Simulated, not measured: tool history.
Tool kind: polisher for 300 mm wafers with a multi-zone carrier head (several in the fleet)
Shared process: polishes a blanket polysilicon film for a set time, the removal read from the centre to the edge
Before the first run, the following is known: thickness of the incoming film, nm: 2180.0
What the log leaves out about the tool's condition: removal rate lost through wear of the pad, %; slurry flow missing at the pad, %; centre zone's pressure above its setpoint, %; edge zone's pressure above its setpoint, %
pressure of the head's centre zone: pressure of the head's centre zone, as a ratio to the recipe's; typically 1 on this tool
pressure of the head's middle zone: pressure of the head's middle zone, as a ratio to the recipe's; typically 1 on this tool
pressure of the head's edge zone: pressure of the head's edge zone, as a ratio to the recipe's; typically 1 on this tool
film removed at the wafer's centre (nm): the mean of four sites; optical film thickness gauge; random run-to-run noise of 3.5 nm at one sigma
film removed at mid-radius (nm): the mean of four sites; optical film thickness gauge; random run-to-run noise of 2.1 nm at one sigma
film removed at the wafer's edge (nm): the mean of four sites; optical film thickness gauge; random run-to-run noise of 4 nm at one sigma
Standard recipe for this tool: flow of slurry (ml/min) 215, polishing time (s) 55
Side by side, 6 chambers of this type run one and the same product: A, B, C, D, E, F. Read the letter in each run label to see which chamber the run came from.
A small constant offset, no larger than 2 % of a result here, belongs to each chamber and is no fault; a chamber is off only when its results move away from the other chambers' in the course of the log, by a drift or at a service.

| run | hour | flow of slurry (ml/min) | pressure of the head's centre zone | pressure of the head's middle zone | pressure of the head's edge zone | polishing time (s) | wafers polished on this pad | hours since the slurry nozzle was cleaned | hours since the centre zone pressure was calibrated | hours since the edge zone pressure was calibrated | film removed at the wafer's centre (nm) | film removed at mid-radius (nm) | film removed at the wafer's edge (nm) |
|---|---|---|---|---|---|---|---|---|---|---|---|---|---|
|  | 4.6 | chamber C: slurry nozzle cleaned |
|  | 8.3 | chamber E: slurry nozzle cleaned |
| 1C | 15.2 | 215 | 1 | 1 | 1 | 55 | 787 | 10.7 | 640.1 | 209.9 | 277.92 | 281.23 | 284.64 |
|  | 15.5 | chamber B: slurry nozzle cleaned |
|  | 23.1 | chamber A: edge zone pressure recalibrated |
| 2A | 28.9 | 215 | 1 | 1 | 1 | 55 | 693 | 680.5 | 803.1 | 5.9 | 276.62 | 279.81 | 282.41 |
|  | 30.5 | chamber E: edge zone pressure recalibrated |
|  | 33.9 | chamber B: worn pad replaced by a new one |
| 3B | 40.1 | 215 | 1 | 1 | 1 | 55 | 85 | 24.7 | 283.5 | 511.9 | 288.18 | 280.98 | 283.8 |
| 4F | 51.1 | 215 | 1 | 1 | 1 | 55 | 868 | 242.2 | 609.4 | 676.7 | 279.91 | 276.98 | 281.85 |
|  | 60.9 | chamber C: worn pad replaced by a new one |
| 5D | 65.7 | 215 | 1.06 | 1 | 1 | 55 | 1562 | 413.9 | 211 | 76.7 | 288.14 | 278.22 | 283.96 |
|  | 73.5 | chamber F: worn pad replaced by a new one |
|  | 75.1 | chamber D: worn pad replaced by a new one |
| 6E | 77.4 | 215 | 1.06 | 1 | 1 | 55 | 1255 | 69.2 | 376.9 | 47 | 299.15 | 278.39 | 274.97 |
|  | 84.3 | chamber E: worn pad replaced by a new one |
| 7A | 91.5 | 215 | 1.06 | 1 | 1 | 55 | 1547 | 743.1 | 865.7 | 68.5 | 299.68 | 277.76 | 273.56 |
|  | 93 | chamber A: worn pad replaced by a new one |
|  | 97.9 | chamber F: centre zone pressure recalibrated |
| 8C | 102.4 | 215 | 1.06 | 1 | 1 | 55 | 567 | 97.9 | 727.3 | 297.1 | 298.54 | 282.97 | 286.38 |
| 9F | 116.6 | 215 | 1.06 | 1 | 1 | 55 | 588 | 307.7 | 18.7 | 742.2 | 298.34 | 279.98 | 275.64 |
| 10B | 126.2 | 215 | 1.06 | 1 | 1 | 55 | 1259 | 110.8 | 369.6 | 598 | 295.39 | 280.22 | 285.48 |
|  | 128.9 | chamber B: worn pad replaced by a new one |
| 11D | 139.2 | 215 | 1 | 1 | 1 | 55 | 875 | 487.4 | 284.5 | 150.2 | 270.57 | 279.11 | 279.27 |
|  | 145.9 | chamber E: centre zone pressure recalibrated |
| 12E | 150.4 | 215 | 1 | 1 | 1 | 55 | 901 | 142.2 | 4.6 | 120 | 273.46 | 281.69 | 284.36 |
|  | 155.5 | chamber F: worn pad replaced by a new one |
| 13D | 165 | 215 | 1 | 1 | 1 | 55 | 1227 | 513.2 | 310.3 | 176 | 278.19 | 278.87 | 277.07 |
|  | 169.2 | chamber C: worn pad replaced by a new one |
|  | 174.3 | chamber E: worn pad replaced by a new one |
| 14A | 179.1 | 215 | 1 | 1 | 1 | 55 | 1174 | 830.7 | 953.3 | 156.1 | 280.26 | 282.22 | 281.11 |
|  | 184.3 | chamber A: worn pad replaced by a new one |
|  | 189.2 | chamber A: slurry nozzle cleaned |
|  | 189.8 | chamber D: worn pad replaced by a new one |
| 15C | 193.8 | 215 | 1 | 1 | 1 | 55 | 336 | 189.3 | 818.7 | 388.5 | 277 | 281.59 | 290.11 |
| 16F | 208.8 | 180 | 1 | 1 | 1 | 55 | 727 | 399.9 | 110.9 | 834.4 | 274.64 | 269.5 | 270.81 |
|  | 214 | chamber B: slurry nozzle cleaned |
| 17E | 222.7 | 180 | 1 | 1 | 1 | 55 | 661 | 214.5 | 76.9 | 192.3 | 269.37 | 273.14 | 270.93 |
|  | 224.8 | chamber B: worn pad replaced by a new one |
|  | 228.4 | chamber F: edge zone pressure recalibrated |
| 18B | 235.3 | 180 | 1 | 1 | 1 | 55 | 144 | 21.3 | 478.7 | 707.1 | 276.28 | 271.47 | 274.79 |
|  | 247 | chamber F: worn pad replaced by a new one |
| 19F | 249.3 | 180 | 1 | 1 | 1 | 55 | 32 | 440.4 | 151.4 | 20.9 | 269.65 | 273.89 | 271.76 |
| 20D | 262.1 | 180 | 1 | 1 | 1 | 55 | 986 | 610.3 | 407.4 | 273.1 | 269.08 | 266.39 | 272.81 |
|  | 271.3 | chamber E: worn pad replaced by a new one |
| 21B | 273.9 | 180 | 1 | 1 | 1 | 55 | 670 | 59.9 | 517.3 | 745.7 | 272.83 | 276.33 | 270.33 |
|  | 279.2 | chamber C: worn pad replaced by a new one |
| 22A | 281.3 | 215 | 1 | 1 | 1 | 55 | 1323 | 92.2 | 1055.5 | 258.3 | 275.63 | 278.44 | 285.07 |
|  | 282.3 | chamber A: worn pad replaced by a new one |
|  | 283.1 | chamber D: worn pad replaced by a new one |
| 23E | 292.5 | 215 | 1 | 1 | 1 | 55 | 290 | 284.3 | 146.7 | 262.1 | 280.81 | 281.13 | 281.71 |
|  | 294.4 | chamber D: slurry nozzle cleaned |
| 24C | 299.4 | 215 | 1 | 1 | 1 | 55 | 275 | 294.9 | 924.3 | 494.1 | 276.52 | 283.12 | 286.28 |
|  | 301.2 | chamber E: slurry nozzle cleaned |
| 25E | 310 | 215 | 1 | 1 | 1 | 55 | 528 | 8.8 | 164.2 | 279.6 | 283.53 | 279.01 | 278.13 |
|  | 315.3 | chamber B: edge zone pressure recalibrated |
|  | 323 | chamber E: edge zone pressure recalibrated |
| 26C | 324.7 | 215 | 1 | 1 | 1 | 55 | 620 | 320.2 | 949.6 | 519.4 | 280.24 | 288.46 | 277.61 |
|  | 325.5 | chamber F: slurry nozzle cleaned |
|  | 326.3 | chamber A: centre zone pressure recalibrated |
|  | 328 | chamber B: worn pad replaced by a new one |
|  | 334.2 | chamber D: edge zone pressure recalibrated |
| 27F | 335.7 | 215 | 1 | 1 | 1 | 55 | 1210 | 10.3 | 237.8 | 107.3 | 283.73 | 278.62 | 280.17 |
|  | 337.7 | chamber F: worn pad replaced by a new one |
| 28B | 346.4 | 215 | 1 | 1 | 1 | 55 | 251 | 132.4 | 589.8 | 31.2 | 281.97 | 277.19 | 285.18 |
| 29D | 353.1 | 215 | 1 | 1 | 1 | 55 | 955 | 58.7 | 498.4 | 18.9 | 280.55 | 278.77 | 281.06 |
|  | 355.9 | chamber E: worn pad replaced by a new one |
|  | 357 | chamber C: centre zone pressure recalibrated |
| 30A | 363.3 | 265 | 1 | 0.89 | 1 | 55 | 1105 | 174.2 | 37.1 | 340.3 | 286.75 | 257.28 | 284.76 |
|  | 374 | chamber C: worn pad replaced by a new one |
| 31B | 378.3 | 265 | 1 | 0.89 | 1 | 55 | 686 | 164.3 | 621.7 | 63.1 | 292.32 | 256.57 | 288.84 |
|  | 380.6 | chamber A: worn pad replaced by a new one |
| 32C | 387.6 | 265 | 1 | 0.89 | 1 | 55 | 186 | 383.1 | 30.7 | 582.3 | 285.81 | 266.85 | 283.4 |
|  | 397.8 | chamber D: worn pad replaced by a new one |
| 33F | 398.8 | 265 | 1 | 0.89 | 1 | 55 | 834 | 73.4 | 300.9 | 170.4 | 296.06 | 259.15 | 282.1 |
| 34E | 410.9 | 265 | 1 | 0.89 | 1 | 55 | 751 | 109.7 | 265.1 | 87.9 | 287.14 | 258.8 | 286.67 |
|  | 423 | chamber B: worn pad replaced by a new one |
| 35A | 424.9 | 265 | 1 | 0.89 | 1 | 55 | 605 | 235.8 | 98.7 | 401.9 | 285.88 | 258.63 | 289.96 |
| 36D | 439.1 | 215 | 1 | 1 | 1 | 55 | 564 | 144.7 | 584.4 | 104.9 | 274.04 | 278.62 | 282.58 |
|  | 440.3 | chamber B: slurry nozzle cleaned |
|  | 442.6 | chamber E: worn pad replaced by a new one |
| 37D | 446 | 215 | 1 | 1 | 1 | 55 | 658 | 151.6 | 591.3 | 111.8 | 281.13 | 274.35 | 282.85 |
| 38E | 457.2 | 215 | 1 | 1 | 1 | 55 | 199 | 156 | 311.4 | 134.2 | 277.57 | 277.26 | 283.12 |
|  | 468.6 | chamber A: worn pad replaced by a new one |
| 39B | 471.9 | 215 | 1 | 1 | 1 | 55 | 666 | 31.6 | 715.3 | 156.7 | 283.61 | 281.66 | 283.64 |
| 40A | 481.2 | 145 | 1 | 1 | 1 | 55 | 172 | 292.1 | 155 | 458.2 | 261.51 | 264.85 | 259.73 |

All chambers now run identical settings, listed one chamber a line with results as question marks. What results will each chamber show?
| 41A | 492.1 | 215 | 0.95 | 1 | 1 | 55 |  |  |  |  | ? | ? | ? |
| 41B | 492.1 | 215 | 0.95 | 1 | 1 | 55 |  |  |  |  | ? | ? | ? |
| 41C | 492.1 | 215 | 0.95 | 1 | 1 | 55 |  |  |  |  | ? | ? | ? |
| 41D | 492.1 | 215 | 0.95 | 1 | 1 | 55 |  |  |  |  | ? | ? | ? |
| 41E | 492.1 | 215 | 0.95 | 1 | 1 | 55 |  |  |  |  | ? | ? | ? |
| 41F | 492.1 | 215 | 0.95 | 1 | 1 | 55 |  |  |  |  | ? | ? | ? |

| run | film removed at the wafer's centre (nm) | film removed at mid-radius (nm) | film removed at the wafer's edge (nm) |
|---|---|---|---|
| 41A | 265.13 | 282.8 | 280.7 |
| 41B | 267.82 | 282.08 | 277.46 |
| 41C | 258.67 | 283.32 | 282.1 |
| 41D | 256.86 | 275.13 | 275.61 |
| 41E | 260.18 | 279.12 | 283.96 |
| 41F | 264.83 | 279.52 | 278.84 |
